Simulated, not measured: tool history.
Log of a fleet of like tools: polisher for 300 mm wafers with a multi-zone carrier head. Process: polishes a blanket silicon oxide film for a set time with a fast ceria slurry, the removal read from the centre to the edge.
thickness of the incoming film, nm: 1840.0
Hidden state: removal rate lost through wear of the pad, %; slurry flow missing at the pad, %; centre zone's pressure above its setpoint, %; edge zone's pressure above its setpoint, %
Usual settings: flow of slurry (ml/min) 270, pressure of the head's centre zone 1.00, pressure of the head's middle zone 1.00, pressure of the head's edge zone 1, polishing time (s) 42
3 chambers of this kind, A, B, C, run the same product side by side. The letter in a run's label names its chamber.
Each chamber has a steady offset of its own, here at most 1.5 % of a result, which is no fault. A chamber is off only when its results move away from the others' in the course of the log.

run   hour  flow of slurry (ml/min)  pressure of the head's centre zone  pressure of the head's middle zone  pressure of the head's edge zone  polishing time (s)  wafers polished on this pad  hours since the slurry nozzle was cleaned  hours since the centre zone pressure was calibrated  hours since the edge zone pressure was calibrated  film removed at the wafer's centre (angstrom)  film removed at mid-radius (angstrom)  film removed at the wafer's edge (angstrom)
 1A   13.6                      270                                1.00                                1.00                                 1                  42                          862                                      162.6                                                749.0                                               60.0                                         7852.0                                 7750.7                                       7698.4
      16.0  -- chamber C: worn pad replaced by a new one
 2B   20.7                      270                                1.00                                1.00                                 1                  42                         1159                                       94.1                                                553.0                                              159.6                                         7841.6                                 7767.6                                       7638.0
      24.1  -- chamber B: worn pad replaced by a new one
 3C   34.5                      270                                1.00                                1.00                                 1                  42                          304                                       67.1                                                431.1                                              142.4                                         7950.1                                 7732.6                                       7768.3
      38.6  -- chamber A: worn pad replaced by a new one
 4A   43.8                      270                                1.00                                1.00                                 1                  42                           86                                      192.8                                                779.2                                               90.2                                         7900.7                                 7947.7                                       7830.8
 5B   52.6                      270                                1.00                                1.00                                 1                  42                          467                                      126.0                                                584.9                                              191.5                                         7655.5                                 7756.7                                       7891.4
 6C   63.9                      270                                1.00                                1.00                                 1                  42                          786                                       96.5                                                460.5                                              171.8                                         7901.2                                 7796.8                                       7710.6
 7A   76.1                      270                                1.00                                1.00                                 1                  42                          615                                      225.1                                                811.5                                              122.5                                         7836.8                                 7790.3                                       7956.4
 8C   88.5                      270                                1.00                                1.00                                 1                  42                         1189                                      121.1                                                485.1                                              196.4                                         7835.2                                 7688.1                                       7715.2
 9B   97.9                      190                                1.00                                1.00                                 1                  42                         1209                                      171.3                                                630.2                                              236.8                                         7253.8                                 7399.4                                       7321.4
     102.2  -- chamber C: worn pad replaced by a new one
10B  107.0                      190                                1.00                                1.00                                 1                  42                         1358                                      180.4                                                639.3                                              245.9                                         7382.8                                 7550.6                                       7317.7
     111.7  -- chamber B: worn pad replaced by a new one
     114.5  -- chamber A: worn pad replaced by a new one
11C  117.7                      190                                1.00                                1.00                                 1                  42                          254                                      150.3                                                514.3                                              225.6                                         7457.6                                 7475.1                                       7435.1
12A  129.7                      270                                1.00                                1.00                                 1                  42                          249                                      278.7                                                865.1                                              176.1                                         7891.1                                 7821.4                                       7807.2
13C  139.2                      270                                1.00                                1.00                                 1                  42                          607                                      171.8                                                535.8                                              247.1                                         7654.0                                 7719.7                                       7646.6
14B  149.5                      345                                0.92                                1.00                                 1                  42                          619                                      222.9                                                681.8                                              288.4                                         7276.2                                 7951.2                                       7868.9
15A  163.7                      345                                0.92                                1.00                                 1                  42                          805                                      312.7                                                899.1                                              210.1                                         7341.7                                 7929.4                                       8060.5
16C  177.6                      345                                0.92                                1.00                                 1                  42                         1236                                      210.2                                                574.2                                              285.5                                         7305.8                                 7837.2                                       7925.7
17B  185.4                      270                                1.00                                1.00                                 1                  42                         1207                                      258.8                                                717.7                                              324.3                                         7662.9                                 7774.0                                       7728.0
     189.6  -- chamber A: worn pad replaced by a new one
18A  194.4                      270                                1.09                                0.88                                 1                  42                           78                                      343.4                                                929.8                                              240.8                                         8704.5                                 6871.3                                       7878.7
     198.3  -- chamber C: worn pad replaced by a new one
19C  201.0                      270                                1.09                                0.88                                 1                  42                           45                                      233.6                                                597.6                                              308.9                                         8591.0                                 6908.7                                       7806.3
     204.3  -- chamber A: centre zone pressure recalibrated
     205.3  -- chamber B: worn pad replaced by a new one
20B  210.4                      270                                1.09                                0.88                                 1                  42                           84                                      283.8                                                742.7                                              349.3                                         8457.9                                 6985.1                                       7630.6
     215.1  -- chamber B: slurry nozzle cleaned
21A  218.0                      270                                1.00                                1.00                                 1                  42                          465                                      367.0                                                 13.7                                              264.4                                         7972.7                                 7801.0                                       7787.3
22A  232.4                      205                                0.91                                1.00                                 1                  42                          701                                      381.4                                                 28.1                                              278.8                                         6778.7                                 7585.7                                       7791.7
23C  240.0                      205                                0.91                                1.00                                 1                  42                          683                                      272.6                                                636.6                                              347.9                                         6891.2                                 7411.9                                       7649.8
     245.2  -- chamber C: edge zone pressure recalibrated
24B  251.1                      205                                0.91                                1.00                                 1                  42                          751                                       36.1                                                783.4                                              390.0                                         6839.4                                 7681.7                                       7625.0
25C  257.6                      270                                1.00                                1.00                                 1                  42                          972                                      290.2                                                654.2                                               12.5                                         7796.7                                 7766.1                                       7848.5
     258.8  -- chamber B: centre zone pressure recalibrated
26A  265.3                      270                                1.00                                1.00                                 1                  42                         1240                                      414.3                                                 61.0                                              311.7                                         7804.4                                 7923.0                                       7633.5
     273.2  -- chamber A: worn pad replaced by a new one
27B  280.2                      270                                1.00                                1.00                                 1                  42                         1227                                       65.2                                                 21.5                                              419.1                                         7885.7                                 7830.9                                       7727.4
     281.3  -- chamber C: worn pad replaced by a new one
28A  288.9                      270                                1.00                                1.00                                 1                  42                          258                                      437.9                                                 84.6                                              335.3                                         7798.2                                 7940.2                                       7853.6
29B  297.6                      270                                0.94                                1.00                                 1                  42                         1512                                       82.6                                                 38.9                                              436.5                                         7292.0                                 7835.3                                       7797.9
     299.8  -- chamber B: worn pad replaced by a new one
30C  306.8                      270                                0.94                                1.00                                 1                  42                          418                                      339.4                                                703.4                                               61.7                                         7525.5                                 7731.2                                       7706.5
31B  317.0                      270                                0.94                                1.00                                 1                  42                          282                                      102.0                                                 58.3                                              455.9                                         7231.8                                 7778.5                                       7845.2
32A  331.3                      270                                1.00                                1.00                                 1                  54                          952                                      480.3                                                127.0                                              377.7                                        10071.0                                10093.0                                      10215.0
     345.0  -- chamber A: worn pad replaced by a new one
33C  345.3                      270                                1.00                                1.00                                 1                  54                         1048                                      377.9                                                741.9                                              100.2                                        10600.0                                 9995.8                                       9890.8
34C  352.0                      270                                1.00                                1.00                                 1                  54                         1158                                      384.6                                                748.6                                              106.9                                        10621.0                                 9966.4                                       9907.7
35B  367.0                      270                                1.00                                1.00                                 1                  42                         1101                                      152.0                                                108.3                                              505.9                                         7742.2                                 7738.9                                       7602.5
36A  376.5                      270                                1.00                                1.00                                 1                  42                          517                                      525.5                                                172.2                                              422.9                                         7816.4                                 7811.6                                       7932.6
     377.8  -- chamber C: worn pad replaced by a new one
37C  387.4                      270                                1.00                                1.00                                 1                  42                          157                                      420.0                                                784.0                                              142.3                                         8203.9                                 7729.9                                       7632.7
     387.7  -- chamber B: worn pad replaced by a new one
38B  394.2                      270                                1.00                                1.00                                 1                  42                          107                                      179.2                                                135.5                                              533.1                                         7738.2                                 7834.4                                       7658.4
39A  406.8                      355                                1.00                                1.00                                 1                  42                         1013                                      555.8                                                202.5                                              453.2                                         8091.0                                 7929.4                                       7973.0
40C  413.7                      355                                1.00                                1.00                                 1                  42                          588                                      446.3                                                810.3                                              168.6                                         8467.6                                 7943.3                                       7810.5
41B  420.9                      355                                1.00                                1.00                                 1                  42                          544                                      205.9                                                162.2                                              559.8                                         7995.7                                 8085.3                                       7755.8

Is one chamber off against the others, does the gauge drift, or is nothing wrong? If a chamber is off, say which, and what the likeliest cause is.

Chamber C drifts away from the others.
Cause: centre zone's pressure above its setpoint, % = 5.18.

Here are 4 candidates for chamber C's next run, each the usual settings with a change, their results left as question marks. Which one brings its results back in line with what the others give on the usual settings?
In line means no further than this from the other chambers' mean on the usual settings: film removed at the wafer's centre (angstrom) 270.0; film removed at mid-radius (angstrom) 210.0; film removed at the wafer's edge (angstrom) 300.0
42C-1  431.7                      265                                0.89                                1.03                              1.04                  42                                                                                                                                                                                                                              ?                                      ?                                            ?
42C-2  431.7                      275                                1.06                                0.99                              0.98                  42                                                                                                                                                                                                                              ?                                      ?                                            ?
42C-3  431.7                      265                                0.94                                1.01                              1.02                  42                                                                                                                                                                                                                              ?                                      ?                                            ?
42C-4  431.7                      275                                1.11                                0.97                              0.96                  42                                                                                                                                                                                                                              ?                                      ?                                            ?

The other chambers' mean on the usual settings: film removed at the wafer's centre (angstrom) 7784.5; film removed at mid-radius (angstrom) 7824.8; film removed at the wafer's edge (angstrom) 7792.4
  run  film removed at the wafer's centre (angstrom)  film removed at mid-radius (angstrom)  film removed at the wafer's edge (angstrom)
42C-1                                         7281.2                                 7946.3                                       7861.3
42C-2                                         8877.6                                 7688.1                                       7642.9
42C-3                                         7738.6                                 7803.2                                       7781.6
42C-4                                         9336.7                                 7544.7                                       7562.6
42C-3 brings the chamber back in line.
